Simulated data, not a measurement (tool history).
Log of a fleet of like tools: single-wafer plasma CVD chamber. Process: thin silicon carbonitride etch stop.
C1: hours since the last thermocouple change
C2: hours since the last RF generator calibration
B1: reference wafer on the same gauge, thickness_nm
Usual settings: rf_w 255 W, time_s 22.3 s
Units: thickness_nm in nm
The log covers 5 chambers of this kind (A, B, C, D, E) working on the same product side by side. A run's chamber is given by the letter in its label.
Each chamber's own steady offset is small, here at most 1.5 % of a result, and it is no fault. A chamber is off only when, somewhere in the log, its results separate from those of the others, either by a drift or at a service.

{"run": "1C", "hour": 5.2, "rf_w": 255, "time_s": 22.3, "C1": 2181.8, "C2": 140.5, "B1": 15.201, "thickness_nm": 13.607}
{"run": "2A", "hour": 10.6, "rf_w": 255, "time_s": 22.3, "C1": 1618.7, "C2": 340.9, "B1": 15.198, "thickness_nm": 13.799}
{"run": "3D", "hour": 18.2, "rf_w": 255, "time_s": 22.3, "C1": 998.9, "C2": 553.6, "B1": 15.193, "thickness_nm": 13.653}
{"run": "4E", "hour": 24.3, "rf_w": 255, "time_s": 22.3, "C1": 699.5, "C2": 941.3, "B1": 15.195, "thickness_nm": 13.801}
{"run": "5B", "hour": 32.1, "rf_w": 255, "time_s": 22.3, "C1": 317.7, "C2": 1143.4, "B1": 15.193, "thickness_nm": 13.728}
{"run": "6B", "hour": 39.7, "rf_w": 255, "time_s": 22.3, "C1": 325.3, "C2": 1151.0, "B1": 15.19, "thickness_nm": 13.679}
{"run": "7E", "hour": 44.4, "rf_w": 220, "time_s": 20.3, "C1": 719.6, "C2": 961.4, "B1": 15.186, "thickness_nm": 12.023}
{"run": "8D", "hour": 49.0, "rf_w": 220, "time_s": 20.3, "C1": 1029.7, "C2": 584.4, "B1": 15.184, "thickness_nm": 11.857}
{"run": "9A", "hour": 55.2, "rf_w": 220, "time_s": 20.3, "C1": 1663.3, "C2": 385.5, "B1": 15.181, "thickness_nm": 11.989}
{"run": "10C", "hour": 63.2, "rf_w": 220, "time_s": 20.3, "C1": 2239.8, "C2": 198.5, "B1": 15.179, "thickness_nm": 11.882}
{"hour": 63.9, "done": "chamber E: RF generator calibrated"}
{"run": "11D", "hour": 71.7, "rf_w": 220, "time_s": 20.3, "C1": 1052.4, "C2": 607.1, "B1": 15.177, "thickness_nm": 11.873}
{"run": "12C", "hour": 77.6, "rf_w": 255, "time_s": 22.3, "C1": 2254.2, "C2": 212.9, "B1": 15.174, "thickness_nm": 13.613}
{"run": "13B", "hour": 85.7, "rf_w": 255, "time_s": 22.3, "C1": 371.3, "C2": 1197.0, "B1": 15.171, "thickness_nm": 13.647}
{"run": "14E", "hour": 92.5, "rf_w": 255, "time_s": 22.3, "C1": 767.7, "C2": 28.7, "B1": 15.175, "thickness_nm": 13.808}
{"run": "15A", "hour": 96.4, "rf_w": 255, "time_s": 22.3, "C1": 1704.5, "C2": 426.7, "B1": 15.162, "thickness_nm": 13.735}
{"run": "16C", "hour": 103.6, "rf_w": 275, "time_s": 24.5, "C1": 2280.2, "C2": 238.9, "B1": 15.165, "thickness_nm": 15.301}
{"run": "17B", "hour": 111.5, "rf_w": 275, "time_s": 24.5, "C1": 397.1, "C2": 1222.8, "B1": 15.161, "thickness_nm": 15.327}
{"hour": 112.3, "done": "chamber D: thermocouple changed; heater temperature recalibrated"}
{"run": "18A", "hour": 118.0, "rf_w": 275, "time_s": 24.5, "C1": 1726.1, "C2": 448.3, "B1": 15.166, "thickness_nm": 15.404}
{"run": "19D", "hour": 124.3, "rf_w": 275, "time_s": 24.5, "C1": 12.0, "C2": 659.7, "B1": 15.156, "thickness_nm": 15.315}
{"run": "20E", "hour": 132.5, "rf_w": 275, "time_s": 24.5, "C1": 807.7, "C2": 68.7, "B1": 15.157, "thickness_nm": 15.481}
{"run": "21C", "hour": 137.3, "rf_w": 255, "time_s": 22.3, "C1": 2313.9, "C2": 272.6, "B1": 15.158, "thickness_nm": 13.63}
{"run": "22A", "hour": 141.2, "rf_w": 300, "time_s": 19.7, "C1": 1749.3, "C2": 471.5, "B1": 15.155, "thickness_nm": 12.7}
{"hour": 146.1, "done": "chamber A: thermocouple changed; heater temperature recalibrated"}
{"run": "23B", "hour": 147.5, "rf_w": 300, "time_s": 19.7, "C1": 433.1, "C2": 1258.8, "B1": 15.149, "thickness_nm": 12.689}
{"run": "24E", "hour": 154.8, "rf_w": 300, "time_s": 19.7, "C1": 830.0, "C2": 91.0, "B1": 15.147, "thickness_nm": 12.797}
{"run": "25D", "hour": 160.3, "rf_w": 300, "time_s": 19.7, "C1": 48.0, "C2": 695.7, "B1": 15.142, "thickness_nm": 12.614}
{"run": "26A", "hour": 164.8, "rf_w": 300, "time_s": 19.7, "C1": 18.7, "C2": 495.1, "B1": 15.15, "thickness_nm": 12.697}
{"run": "27E", "hour": 170.4, "rf_w": 255, "time_s": 22.3, "C1": 845.6, "C2": 106.6, "B1": 15.14, "thickness_nm": 13.782}
{"run": "28B", "hour": 176.3, "rf_w": 255, "time_s": 22.3, "C1": 461.9, "C2": 1287.6, "B1": 15.138, "thickness_nm": 13.662}
{"run": "29D", "hour": 180.6, "rf_w": 255, "time_s": 22.3, "C1": 68.3, "C2": 716.0, "B1": 15.139, "thickness_nm": 13.608}
{"run": "30C", "hour": 185.4, "rf_w": 255, "time_s": 22.3, "C1": 2362.0, "C2": 320.7, "B1": 15.141, "thickness_nm": 13.546}
{"run": "31A", "hour": 190.7, "rf_w": 255, "time_s": 22.3, "C1": 44.6, "C2": 521.0, "B1": 15.137, "thickness_nm": 13.707}
{"run": "32E", "hour": 195.0, "rf_w": 235, "time_s": 24.8, "C1": 870.2, "C2": 131.2, "B1": 15.137, "thickness_nm": 14.928}
{"run": "33B", "hour": 203.4, "rf_w": 235, "time_s": 24.8, "C1": 489.0, "C2": 1314.7, "B1": 15.138, "thickness_nm": 14.855}
{"run": "34D", "hour": 208.7, "rf_w": 235, "time_s": 24.8, "C1": 96.4, "C2": 744.1, "B1": 15.133, "thickness_nm": 14.73}
{"run": "35C", "hour": 215.2, "rf_w": 235, "time_s": 24.8, "C1": 2391.8, "C2": 350.5, "B1": 15.131, "thickness_nm": 14.745}
{"run": "36A", "hour": 221.2, "rf_w": 235, "time_s": 24.8, "C1": 75.1, "C2": 551.5, "B1": 15.132, "thickness_nm": 14.882}
{"run": "37C", "hour": 226.3, "rf_w": 255, "time_s": 22.3, "C1": 2402.9, "C2": 361.6, "B1": 15.127, "thickness_nm": 13.576}
{"run": "38B", "hour": 232.4, "rf_w": 255, "time_s": 22.3, "C1": 518.0, "C2": 1343.7, "B1": 15.124, "thickness_nm": 13.609}
{"run": "39D", "hour": 240.2, "rf_w": 255, "time_s": 22.3, "C1": 127.9, "C2": 775.6, "B1": 15.116, "thickness_nm": 13.593}
{"run": "40E", "hour": 247.9, "rf_w": 255, "time_s": 22.3, "C1": 923.1, "C2": 184.1, "B1": 15.115, "thickness_nm": 13.761}
{"run": "41B", "hour": 253.4, "rf_w": 230, "time_s": 22.3, "C1": 539.0, "C2": 1364.7, "B1": 15.117, "thickness_nm": 13.243}
{"run": "42C", "hour": 258.1, "rf_w": 230, "time_s": 22.3, "C1": 2434.7, "C2": 393.4, "B1": 15.122, "thickness_nm": 13.186}
{"run": "43D", "hour": 265.3, "rf_w": 230, "time_s": 22.3, "C1": 153.0, "C2": 800.7, "B1": 15.108, "thickness_nm": 13.166}

Does one chamber stand apart from the rest, does the shared gauge drift, or is all well apart from small per-chamber offsets? Give the chamber and the most likely cause, where there is one.

None of the chambers is off. What moves is the gauge, dragging all their readings along together.
What lies behind it: gauge reads low (%) = 0.591.
